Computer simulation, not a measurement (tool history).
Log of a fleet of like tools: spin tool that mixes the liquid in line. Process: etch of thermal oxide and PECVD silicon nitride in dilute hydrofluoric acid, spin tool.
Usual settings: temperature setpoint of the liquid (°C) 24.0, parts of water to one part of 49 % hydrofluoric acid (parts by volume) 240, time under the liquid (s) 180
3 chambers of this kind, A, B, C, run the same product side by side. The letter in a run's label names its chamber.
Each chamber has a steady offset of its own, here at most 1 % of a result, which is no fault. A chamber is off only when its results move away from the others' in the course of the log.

| run | hour | temperature setpoint of the liquid (°C) | parts of water to one part of 49 % hydrofluoric acid (parts by volume) | time under the liquid (s) | read-back film thickness of the thermal oxide reference wafer, read on the same gauge (nm) | read-back film thickness of the PECVD silicon nitride reference wafer, read on the same gauge (nm) | thickness taken off the thermal oxide on a monitor wafer (nm) | thickness taken off the PECVD silicon nitride on a monitor wafer (nm) |
|---|---|---|---|---|---|---|---|---|
| 1C | 6.3 | 24.0 | 240 | 180 | 120.05 | 139.96 | 3.0796 | 4.2459 |
| 2B | 12.1 | 24.0 | 240 | 180 | 119.98 | 140.04 | 3.1072 | 4.2145 |
| 3A | 18.3 | 24.0 | 240 | 180 | 119.97 | 140.00 | 3.1552 | 4.2913 |
| 4B | 22.3 | 24.0 | 240 | 180 | 120.01 | 140.00 | 3.1414 | 4.2987 |
| 5C | 30.0 | 24.0 | 240 | 180 | 120.00 | 139.97 | 3.1383 | 4.1774 |
| 6A | 36.8 | 24.0 | 155 | 220 | 119.99 | 139.98 | 6.5411 | 8.0193 |
| 7C | 43.0 | 24.0 | 155 | 220 | 120.02 | 139.99 | 6.4199 | 8.0386 |
| 8B | 50.6 | 24.0 | 155 | 220 | 120.03 | 139.97 | 6.4910 | 8.0989 |
| 9A | 55.9 | 26.5 | 240 | 90 | 119.97 | 140.02 | 1.7191 | 2.4516 |
| 10B | 60.6 | 26.5 | 240 | 90 | 119.97 | 139.98 | 1.7137 | 2.4662 |
| 11A | 67.5 | 26.5 | 240 | 90 | 120.07 | 140.01 | 1.7396 | 2.4858 |
| 12C | 74.2 | 24.0 | 240 | 180 | 119.96 | 140.01 | 3.2127 | 4.3476 |
| 13A | 81.1 | 28.5 | 240 | 125 | 119.98 | 140.01 | 2.5485 | 3.9655 |
| 14C | 87.9 | 28.5 | 240 | 125 | 120.00 | 140.01 | 2.6447 | 4.0354 |
| 15B | 93.5 | 28.5 | 240 | 125 | 120.00 | 140.01 | 2.5325 | 3.8891 |
| 16C | 99.9 | 24.0 | 240 | 180 | 120.00 | 139.99 | 3.2105 | 4.3602 |
| 17A | 107.0 | 24.0 | 240 | 180 | 119.98 | 139.98 | 3.1987 | 4.3032 |
| 18B | 112.3 | 24.0 | 240 | 180 | 120.03 | 140.02 | 3.1227 | 4.2594 |
| 19A | 120.3 | 24.0 | 240 | 180 | 120.00 | 139.98 | 3.1921 | 4.2559 |
| 20C | 125.9 | 24.0 | 240 | 180 | 119.97 | 140.02 | 3.2625 | 4.4257 |
| 21B | 133.0 | 24.0 | 240 | 180 | 119.96 | 140.03 | 3.1314 | 4.2572 |
| 22A | 141.0 | 24.0 | 240 | 180 | 119.98 | 140.03 | 3.1817 | 4.2969 |
| 23C | 144.6 | 24.0 | 240 | 180 | 119.98 | 140.01 | 3.2361 | 4.4507 |
| 24B | 150.3 | 24.0 | 240 | 180 | 119.92 | 140.02 | 3.0953 | 4.2409 |
| 25A | 158.3 | 24.0 | 240 | 180 | 119.96 | 140.01 | 3.1858 | 4.3012 |
| 26B | 162.2 | 24.0 | 240 | 180 | 120.00 | 139.98 | 3.1585 | 4.2753 |
| 27C | 168.9 | 24.0 | 240 | 180 | 120.01 | 140.03 | 3.2912 | 4.4948 |
| 28A | 176.7 | 24.0 | 240 | 180 | 119.97 | 140.01 | 3.1771 | 4.2088 |

Next, every chamber runs the same settings. What will each give?
| 29A | 182.5 | 24.0 | 240 | 180 |  |  | ? | ? |
| 29B | 182.5 | 24.0 | 240 | 180 |  |  | ? | ? |
| 29C | 182.5 | 24.0 | 240 | 180 |  |  | ? | ? |

| run | thickness taken off the thermal oxide on a monitor wafer (nm) | thickness taken off the PECVD silicon nitride on a monitor wafer (nm) |
|---|---|---|
| 29A | 3.1832 | 4.2911 |
| 29B | 3.0833 | 4.2530 |
| 29C | 3.2860 | 4.5028 |

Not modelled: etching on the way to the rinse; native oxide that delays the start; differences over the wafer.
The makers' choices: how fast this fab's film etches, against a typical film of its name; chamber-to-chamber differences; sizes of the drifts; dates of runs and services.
